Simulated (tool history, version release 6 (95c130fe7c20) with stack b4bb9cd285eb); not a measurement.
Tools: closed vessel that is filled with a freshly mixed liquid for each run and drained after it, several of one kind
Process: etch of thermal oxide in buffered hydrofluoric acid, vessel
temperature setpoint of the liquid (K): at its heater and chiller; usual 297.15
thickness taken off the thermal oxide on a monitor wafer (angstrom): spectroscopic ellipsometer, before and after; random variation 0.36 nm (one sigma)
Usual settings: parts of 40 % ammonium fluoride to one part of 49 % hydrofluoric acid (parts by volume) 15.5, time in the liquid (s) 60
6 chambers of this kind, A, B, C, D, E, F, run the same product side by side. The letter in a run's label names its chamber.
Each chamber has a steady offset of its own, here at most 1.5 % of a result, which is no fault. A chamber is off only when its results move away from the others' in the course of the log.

run	day	temperature setpoint of the liquid (K)	parts of 40 % ammonium fluoride to one part of 49 % hydrofluoric acid (parts by volume)	time in the liquid (s)	hours since the thermometer was replaced	hours since the hydrofluoric acid flow meter was replaced	read-back film thickness of the thermal oxide reference wafer, read on the same gauge (nm)	thickness taken off the thermal oxide on a monitor wafer (angstrom)
1D	0.450	297.15	15.5	60	184.8	1278.9	140.00	454.54
2F	0.821	297.15	15.5	60	921.1	656.1	140.05	448.55
3B	1.167	297.15	15.5	60	94.9	315.9	140.00	457.03
4C	1.746	297.15	15.5	60	1483.3	160.2	140.04	465.08
5E	2.079	297.15	15.5	60	547.4	907.9	140.03	454.10
6A	2.592	297.15	15.5	60	284.9	1120.6	140.00	457.88
7B	2.929	297.15	15.5	60	137.2	358.2	140.02	451.07
8E	3.250	297.15	15.5	60	575.5	936.0	140.05	448.91
9F	3.888	297.15	15.5	60	994.7	729.7	139.99	458.45
10D	4.367	297.15	15.5	60	278.8	1372.9	140.00	463.58
11A	4.796	297.15	15.5	60	337.8	1173.5	140.03	457.51
# day 4.879: chamber B: hydrofluoric acid flow meter replaced
12C	5.100	297.15	15.5	60	1563.8	240.7	140.01	457.19
13A	5.671	297.15	15.5	60	358.8	1194.5	139.99	457.16
14B	6.296	297.15	15.5	60	218.0	34.1	139.96	449.66
15F	6.817	297.15	15.5	60	1065.0	800.0	140.04	445.74
16C	7.475	297.15	15.5	60	1620.8	297.7	140.02	459.63
17D	7.908	297.15	15.5	60	363.8	1457.9	140.00	455.74
18E	8.304	301.15	15.5	60	696.8	1057.3	140.01	557.17
19C	8.612	301.15	15.5	60	1648.1	325.0	139.98	564.91
20D	9.162	301.15	15.5	60	393.9	1488.0	139.99	564.61
21F	9.662	301.15	15.5	60	1133.3	868.3	140.00	573.33
# day 9.858: chamber D: hydrofluoric acid flow meter replaced
22E	10.275	301.15	15.5	60	744.1	1104.6	140.01	559.19
23B	10.617	301.15	15.5	60	321.7	137.8	140.00	566.01
24A	11.188	297.15	15.5	60	491.2	1326.9	140.05	461.39
# day 11.467: chamber E: hydrofluoric acid flow meter replaced
25A	11.579	297.15	15.5	60	500.6	1336.3	140.03	452.33
26B	11.933	297.15	15.5	60	353.3	169.4	140.00	452.15
27F	12.529	297.15	15.5	60	1202.1	937.1	140.01	466.35
28D	12.921	297.15	15.5	60	484.1	73.6	140.01	455.91
29E	13.525	297.15	15.5	60	822.1	49.5	139.97	452.93
# day 13.817: chamber F: hydrofluoric acid flow meter replaced
30C	14.000	297.15	15.5	60	1777.4	454.3	140.04	453.22
31E	14.296	297.15	15.5	60	840.6	68.0	140.03	446.52
32D	14.788	297.15	15.5	60	528.9	118.4	140.03	459.61
33C	15.158	297.15	15.5	60	1805.2	482.1	139.98	457.32
34A	15.812	297.15	15.5	60	602.2	1437.9	139.97	456.64
35B	16.229	297.15	15.5	60	456.4	272.5	140.03	451.57
36F	16.783	297.15	15.5	60	1304.2	71.2	139.97	484.59
37D	17.262	297.15	15.5	60	588.3	177.8	140.04	456.58

Next, every chamber runs the same settings. What will each give?
38A	17.738	297.15	15.5	60				?
38B	17.738	297.15	15.5	60				?
38C	17.738	297.15	15.5	60				?
38D	17.738	297.15	15.5	60				?
38E	17.738	297.15	15.5	60				?
38F	17.738	297.15	15.5	60				?

run	thickness taken off the thermal oxide on a monitor wafer (angstrom)
38A	458.02
38B	454.56
38C	466.07
38D	454.95
38E	461.57
38F	486.89
